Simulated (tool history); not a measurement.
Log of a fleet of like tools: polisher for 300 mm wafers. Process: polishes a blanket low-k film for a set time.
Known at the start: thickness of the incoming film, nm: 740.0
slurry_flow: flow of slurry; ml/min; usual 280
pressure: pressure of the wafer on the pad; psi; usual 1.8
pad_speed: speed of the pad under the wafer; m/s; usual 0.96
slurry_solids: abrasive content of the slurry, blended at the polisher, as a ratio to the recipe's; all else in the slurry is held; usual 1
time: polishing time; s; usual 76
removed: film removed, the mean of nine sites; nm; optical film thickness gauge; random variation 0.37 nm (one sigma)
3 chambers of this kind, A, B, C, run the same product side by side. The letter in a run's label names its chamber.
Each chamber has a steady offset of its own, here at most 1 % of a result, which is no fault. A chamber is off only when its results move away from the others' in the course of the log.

run	day	slurry_flow	pressure	pad_speed	slurry_solids	time	wafers polished on this pad	hours since the slurry nozzle was cleaned	hours since the head pressure was calibrated	hours since the slurry blender was calibrated	hours since the conditioning disc was replaced	removed
# day 0.092: chamber B: slurry blender recalibrated
1A	0.296	280	1.8	0.96	1	76	605	441.4	112.2	127.6	72.9	30.535
# day 0.533: chamber B: conditioning disc replaced and pad reconditioned
2C	0.667	280	1.8	0.96	1	76	467	541.8	23.0	142.6	60.9	29.377
# day 0.908: chamber A: worn pad replaced by a new one
3B	1.117	280	1.8	0.96	1	76	776	210.9	735.9	24.6	14.1	30.434
# day 1.188: chamber B: worn pad replaced by a new one
# day 1.683: chamber B: slurry nozzle cleaned
4C	1.696	280	1.8	0.96	1	76	812	566.5	47.7	167.3	85.6	29.922
5A	1.996	280	1.8	0.96	1	76	365	482.2	153.0	168.4	113.7	30.597
# day 2.250: chamber C: slurry nozzle cleaned
# day 2.438: chamber C: worn pad replaced by a new one
6B	2.504	280	1.8	0.96	1	76	442	19.7	769.2	57.9	47.4	30.398
# day 2.533: chamber A: slurry nozzle cleaned
# day 3.038: chamber B: head pressure recalibrated
# day 3.083: chamber A: worn pad replaced by a new one
7B	3.092	280	1.8	0.96	1	76	639	33.8	1.3	72.0	61.5	33.478
# day 3.475: chamber B: worn pad replaced by a new one
8C	3.592	280	1.8	0.96	1	76	387	32.3	93.2	212.8	131.1	29.130
9A	4.204	280	1.8	0.96	1	98	376	40.1	206.0	221.4	166.7	38.672
# day 4.292: chamber A: conditioning disc replaced and pad reconditioned
10B	4.554	280	1.8	0.96	1	98	362	68.9	36.4	107.1	96.6	43.405
11A	5.042	280	1.8	0.96	1	98	657	60.2	226.1	241.5	18.1	38.482
# day 5.250: chamber C: worn pad replaced by a new one
12C	5.362	280	1.8	0.96	1	76	38	74.8	135.7	255.3	173.6	30.424
# day 5.433: chamber B: worn pad replaced by a new one
# day 5.504: chamber A: worn pad replaced by a new one
13B	5.896	280	1.4	0.96	1	76	155	101.1	68.6	139.3	128.8	24.885
14A	6.233	280	1.4	0.96	1	76	245	88.8	254.7	270.1	46.7	23.725
15C	6.804	280	1.4	0.96	1	76	521	109.4	170.3	289.9	208.2	23.205
16B	7.138	280	1.8	0.96	1	76	571	130.9	98.4	169.1	158.6	33.159
# day 7.262: chamber B: worn pad replaced by a new one
# day 7.442: chamber A: worn pad replaced by a new one
17A	7.604	280	1.8	0.96	1	76	54	121.7	287.6	303.0	79.6	30.580
# day 7.954: chamber C: worn pad replaced by a new one
18C	7.992	280	2.2	0.96	1	76	13	137.9	198.8	318.4	236.7	36.190
# day 8.033: chamber C: slurry blender recalibrated
19A	8.562	280	2.2	0.96	1	76	376	144.7	310.6	326.0	102.6	37.326
20B	8.942	280	2.2	0.96	1	76	563	174.2	141.7	212.4	201.9	41.501
21C	9.329	280	1.8	0.96	1	76	461	170.0	230.9	31.2	268.8	30.219
22C	9.612	280	1.6	0.96	1	76	556	176.8	237.7	38.0	275.6	26.785

Next, every chamber runs the same settings. What will each give?
23A	10.075	280	1.8	1.12	1	76						?
23B	10.075	280	1.8	1.12	1	76						?
23C	10.075	280	1.8	1.12	1	76						?

run	removed
23A	34.574
23B	37.477
23C	32.740

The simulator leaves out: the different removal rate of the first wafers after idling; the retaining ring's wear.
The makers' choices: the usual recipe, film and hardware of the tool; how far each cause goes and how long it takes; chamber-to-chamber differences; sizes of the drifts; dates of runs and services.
